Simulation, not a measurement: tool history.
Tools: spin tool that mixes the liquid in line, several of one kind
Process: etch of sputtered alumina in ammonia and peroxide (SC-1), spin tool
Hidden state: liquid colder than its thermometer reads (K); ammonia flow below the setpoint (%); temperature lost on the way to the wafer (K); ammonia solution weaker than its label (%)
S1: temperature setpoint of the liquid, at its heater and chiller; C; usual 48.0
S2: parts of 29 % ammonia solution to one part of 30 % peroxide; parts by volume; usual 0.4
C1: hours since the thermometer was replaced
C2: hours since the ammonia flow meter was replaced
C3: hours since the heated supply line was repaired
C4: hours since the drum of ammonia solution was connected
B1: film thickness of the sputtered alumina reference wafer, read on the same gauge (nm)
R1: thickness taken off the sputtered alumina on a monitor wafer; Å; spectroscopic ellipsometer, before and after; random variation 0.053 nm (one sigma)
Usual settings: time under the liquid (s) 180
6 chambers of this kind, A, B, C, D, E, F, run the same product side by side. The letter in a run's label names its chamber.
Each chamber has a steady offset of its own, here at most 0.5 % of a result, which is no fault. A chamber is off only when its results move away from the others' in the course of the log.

-- day=0.317 chamber B: thermometer replaced
run 1D day=0.371 | S1=48.0 S2=0.4 time_under_the_liquid_(s)=180 | C1=34.0 C2=1190.9 C3=2317.8 C4=429.6 | B1=70.008 | R1=71.490
run 2A day=0.662 | S1=48.0 S2=0.4 time_under_the_liquid_(s)=180 | C1=1976.4 C2=1434.3 C3=2897.2 C4=132.7 | B1=69.993 | R1=70.332
-- day=0.675 chamber A: ammonia flow meter replaced
run 3E day=0.942 | S1=48.0 S2=0.4 time_under_the_liquid_(s)=180 | C1=1755.5 C2=861.6 C3=553.6 C4=253.8 | B1=69.974 | R1=70.349
run 4F day=1.288 | S1=48.0 S2=0.4 time_under_the_liquid_(s)=180 | C1=1065.5 C2=1045.6 C3=2607.3 C4=166.7 | B1=69.953 | R1=71.458
-- day=1.354 chamber E: thermometer replaced
run 5C day=1.688 | S1=48.0 S2=0.4 time_under_the_liquid_(s)=180 | C1=1593.2 C2=1757.7 C3=2053.8 C4=518.6 | B1=69.973 | R1=70.868
run 6B day=2.025 | S1=48.0 S2=0.4 time_under_the_liquid_(s)=180 | C1=41.0 C2=744.5 C3=2256.8 C4=831.5 | B1=70.004 | R1=70.893
run 7B day=2.404 | S1=48.0 S2=0.4 time_under_the_liquid_(s)=180 | C1=50.1 C2=753.6 C3=2265.9 C4=840.6 | B1=70.035 | R1=70.165
run 8F day=2.762 | S1=42.5 S2=0.4 time_under_the_liquid_(s)=270 | C1=1100.9 C2=1081.0 C3=2642.7 C4=202.1 | B1=70.009 | R1=78.222
run 9C day=3.100 | S1=42.5 S2=0.4 time_under_the_liquid_(s)=270 | C1=1627.1 C2=1791.6 C3=2087.7 C4=552.5 | B1=70.025 | R1=76.996
run 10D day=3.479 | S1=42.5 S2=0.4 time_under_the_liquid_(s)=270 | C1=108.6 C2=1265.5 C3=2392.4 C4=504.2 | B1=70.007 | R1=77.752
run 11E day=3.771 | S1=42.5 S2=0.4 time_under_the_liquid_(s)=270 | C1=58.0 C2=929.5 C3=621.5 C4=321.7 | B1=70.036 | R1=76.529
-- day=3.817 chamber B: new drum of ammonia solution connected
run 12A day=3.979 | S1=42.5 S2=0.4 time_under_the_liquid_(s)=270 | C1=2056.0 C2=79.4 C3=2976.8 C4=212.3 | B1=70.017 | R1=77.598
run 13E day=4.375 | S1=42.5 S2=0.4 time_under_the_liquid_(s)=270 | C1=72.5 C2=944.0 C3=636.0 C4=336.2 | B1=69.996 | R1=76.191
run 14D day=4.804 | S1=48.0 S2=0.4 time_under_the_liquid_(s)=180 | C1=140.4 C2=1297.3 C3=2424.2 C4=536.0 | B1=69.950 | R1=70.893
run 15C day=5.204 | S1=48.0 S2=0.4 time_under_the_liquid_(s)=180 | C1=1677.6 C2=1842.1 C3=2138.2 C4=603.0 | B1=69.999 | R1=71.458
run 16F day=5.471 | S1=48.0 S2=0.4 time_under_the_liquid_(s)=180 | C1=1165.9 C2=1146.0 C3=2707.7 C4=267.1 | B1=69.994 | R1=71.652
-- day=5.662 chamber E: new drum of ammonia solution connected
run 17B day=5.708 | S1=48.0 S2=0.4 time_under_the_liquid_(s)=180 | C1=129.4 C2=832.9 C3=2345.2 C4=45.4 | B1=69.987 | R1=69.954
-- day=5.938 chamber A: new drum of ammonia solution connected
run 18A day=6.012 | S1=48.0 S2=0.4 time_under_the_liquid_(s)=180 | C1=2104.8 C2=128.2 C3=3025.6 C4=1.9 | B1=70.003 | R1=69.546
run 19B day=6.271 | S1=48.0 S2=0.4 time_under_the_liquid_(s)=250 | C1=142.9 C2=846.4 C3=2358.7 C4=58.9 | B1=70.023 | R1=95.235
-- day=6.375 chamber A: thermometer replaced
run 20C day=6.492 | S1=48.0 S2=0.4 time_under_the_liquid_(s)=250 | C1=1708.5 C2=1873.0 C3=2169.1 C4=633.9 | B1=69.994 | R1=98.553
run 21F day=6.838 | S1=48.0 S2=0.4 time_under_the_liquid_(s)=250 | C1=1198.7 C2=1178.8 C3=2740.5 C4=299.9 | B1=70.012 | R1=97.631
run 22E day=7.267 | S1=48.0 S2=0.4 time_under_the_liquid_(s)=250 | C1=141.9 C2=1013.4 C3=705.4 C4=38.6 | B1=69.966 | R1=97.493
run 23D day=7.650 | S1=48.0 S2=0.4 time_under_the_liquid_(s)=250 | C1=208.7 C2=1365.6 C3=2492.5 C4=604.3 | B1=69.983 | R1=98.188
run 24A day=7.954 | S1=48.0 S2=0.4 time_under_the_liquid_(s)=250 | C1=37.9 C2=174.8 C3=3072.2 C4=48.5 | B1=70.007 | R1=97.914
run 25F day=8.225 | S1=48.0 S2=0.4 time_under_the_liquid_(s)=180 | C1=1232.0 C2=1212.1 C3=2773.8 C4=333.2 | B1=69.996 | R1=70.207
run 26A day=8.417 | S1=48.0 S2=0.4 time_under_the_liquid_(s)=180 | C1=49.0 C2=185.9 C3=3083.3 C4=59.6 | B1=69.961 | R1=70.094
run 27C day=8.804 | S1=48.0 S2=0.4 time_under_the_liquid_(s)=180 | C1=1764.0 C2=1928.5 C3=2224.6 C4=689.4 | B1=70.026 | R1=69.965
-- day=8.908 chamber D: new drum of ammonia solution connected
run 28B day=9.171 | S1=48.0 S2=0.4 time_under_the_liquid_(s)=180 | C1=212.5 C2=916.0 C3=2428.3 C4=128.5 | B1=69.966 | R1=67.172
run 29E day=9.425 | S1=48.0 S2=0.4 time_under_the_liquid_(s)=180 | C1=193.7 C2=1065.2 C3=757.2 C4=90.4 | B1=70.003 | R1=70.512
run 30D day=9.829 | S1=48.0 S2=0.4 time_under_the_liquid_(s)=180 | C1=261.0 C2=1417.9 C3=2544.8 C4=22.1 | B1=69.983 | R1=70.993
run 31A day=10.212 | S1=48.0 S2=0.4 time_under_the_liquid_(s)=180 | C1=92.1 C2=229.0 C3=3126.4 C4=102.7 | B1=69.985 | R1=70.278
run 32F day=10.571 | S1=48.0 S2=0.4 time_under_the_liquid_(s)=180 | C1=1288.3 C2=1268.4 C3=2830.1 C4=389.5 | B1=69.981 | R1=70.850
run 33D day=10.871 | S1=48.0 S2=0.4 time_under_the_liquid_(s)=245 | C1=286.0 C2=1442.9 C3=2569.8 C4=47.1 | B1=70.011 | R1=96.112
run 34B day=11.192 | S1=48.0 S2=0.4 time_under_the_liquid_(s)=245 | C1=261.0 C2=964.5 C3=2476.8 C4=177.0 | B1=70.035 | R1=91.301
run 35E day=11.446 | S1=48.0 S2=0.4 time_under_the_liquid_(s)=245 | C1=242.2 C2=1113.7 C3=805.7 C4=138.9 | B1=70.001 | R1=94.991
run 36C day=11.796 | S1=48.0 S2=0.4 time_under_the_liquid_(s)=245 | C1=1835.8 C2=2000.3 C3=2296.4 C4=761.2 | B1=70.014 | R1=96.851
run 37A day=12.146 | S1=48.0 S2=0.4 time_under_the_liquid_(s)=245 | C1=138.5 C2=275.4 C3=3172.8 C4=149.1 | B1=69.991 | R1=96.034
run 38C day=12.350 | S1=48.0 S2=0.4 time_under_the_liquid_(s)=245 | C1=1849.1 C2=2013.6 C3=2309.7 C4=774.5 | B1=70.003 | R1=96.341
run 39B day=12.558 | S1=48.0 S2=0.4 time_under_the_liquid_(s)=180 | C1=293.8 C2=997.3 C3=2509.6 C4=209.8 | B1=70.013 | R1=66.197

Next, every chamber runs the same settings. What will each give?
run 40A day=12.871 | S1=48.0 S2=0.4 time_under_the_liquid_(s)=180 | R1=?
run 40B day=12.871 | S1=48.0 S2=0.4 time_under_the_liquid_(s)=180 | R1=?
run 40C day=12.871 | S1=48.0 S2=0.4 time_under_the_liquid_(s)=180 | R1=?
run 40D day=12.871 | S1=48.0 S2=0.4 time_under_the_liquid_(s)=180 | R1=?
run 40E day=12.871 | S1=48.0 S2=0.4 time_under_the_liquid_(s)=180 | R1=?
run 40F day=12.871 | S1=48.0 S2=0.4 time_under_the_liquid_(s)=180 | R1=?

run=40A R1=71.204
run=40B R1=67.212
run=40C R1=71.153
run=40D R1=71.391
run=40E R1=70.602
run=40F R1=70.358
